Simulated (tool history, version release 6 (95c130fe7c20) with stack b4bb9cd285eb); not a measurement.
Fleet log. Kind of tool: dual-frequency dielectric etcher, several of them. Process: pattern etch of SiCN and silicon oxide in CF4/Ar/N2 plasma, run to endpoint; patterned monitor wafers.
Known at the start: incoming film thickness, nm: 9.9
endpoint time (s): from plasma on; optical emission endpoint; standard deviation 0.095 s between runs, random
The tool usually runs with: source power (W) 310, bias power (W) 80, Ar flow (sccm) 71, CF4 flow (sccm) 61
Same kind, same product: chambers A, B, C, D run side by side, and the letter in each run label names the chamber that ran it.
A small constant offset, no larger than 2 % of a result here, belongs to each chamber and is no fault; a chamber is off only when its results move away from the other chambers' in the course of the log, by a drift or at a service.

run   hour  source power (W)  bias power (W)  Ar flow (sccm)  CF4 flow (sccm)  endpoint time (s)
 1B    4.6               310              80              71               61             14.843
      12.1  -- chamber D: wet clean of the chamber
 2C   12.4               310              80              71               61             14.772
 3A   21.4               310              80              71               61             14.895
        24  -- chamber A: CF4 flow controller replaced
 4D   31.5               310              80              71               61             14.974
 5D   41.2               310              99              71               61             13.831
 6B   51.3               310              99              71               61             13.706
 7C   61.4               310              99              71               61             13.684
 8A   69.9               310              99              71               61             13.777
 9C   78.6               310              80              71               61              14.87
10B   84.1               310              80              71               61             14.805
11A   93.7               310              80              71               61             14.834
12D   98.5               260              80              71               61             17.436
13D  107.5               260              80              71               61             17.299
     111.8  -- chamber C: Ar flow controller replaced
14A  114.4               260              80              71               61             17.444
15B  119.1               260              80              71               61             17.314
16C  123.7               310              80              71               61               14.9
17A  131.3               310              80              71               61              14.77
18B  137.9               310              80              71               61             14.837
19D  146.5               310              63              71               71             15.654
20C  151.3               310              63              71               71              15.78
21A  158.3               310              63              71               71             15.689
22B  165.5               310              63              71               71             15.912
23D  173.6               310              80              71               61             14.981
24C  181.4               310              80              71               61             14.655
25D    189               310              80              71               61             14.986
26B  198.4               310              80              71               61              14.89
27A  206.6               310              80              71               61             14.741
       212  -- chamber C: wet clean of the chamber
28C  213.7               310              80              71               73             14.359
29C  223.9               310              80              71               73             14.365
30B  231.3               310              80              71               73             14.591
31A  241.7               310              80              71               73             14.495
32D  248.9               310              80              71               61             14.914
33C  254.6               310              80              71               61             14.701
34B  264.3               310              80              71               61              14.97
35A    274               310              80              71               61             14.946

All chambers now run identical settings, listed one chamber a line with results as question marks. What results will each chamber show?
36A  281.6               310              80              71               61                  ?
36B  281.6               310              80              71               61                  ?
36C  281.6               310              80              71               61                  ?
36D  281.6               310              80              71               61                  ?

run  endpoint time (s)
36A             14.955
36B             14.854
36C              14.85
36D             14.738

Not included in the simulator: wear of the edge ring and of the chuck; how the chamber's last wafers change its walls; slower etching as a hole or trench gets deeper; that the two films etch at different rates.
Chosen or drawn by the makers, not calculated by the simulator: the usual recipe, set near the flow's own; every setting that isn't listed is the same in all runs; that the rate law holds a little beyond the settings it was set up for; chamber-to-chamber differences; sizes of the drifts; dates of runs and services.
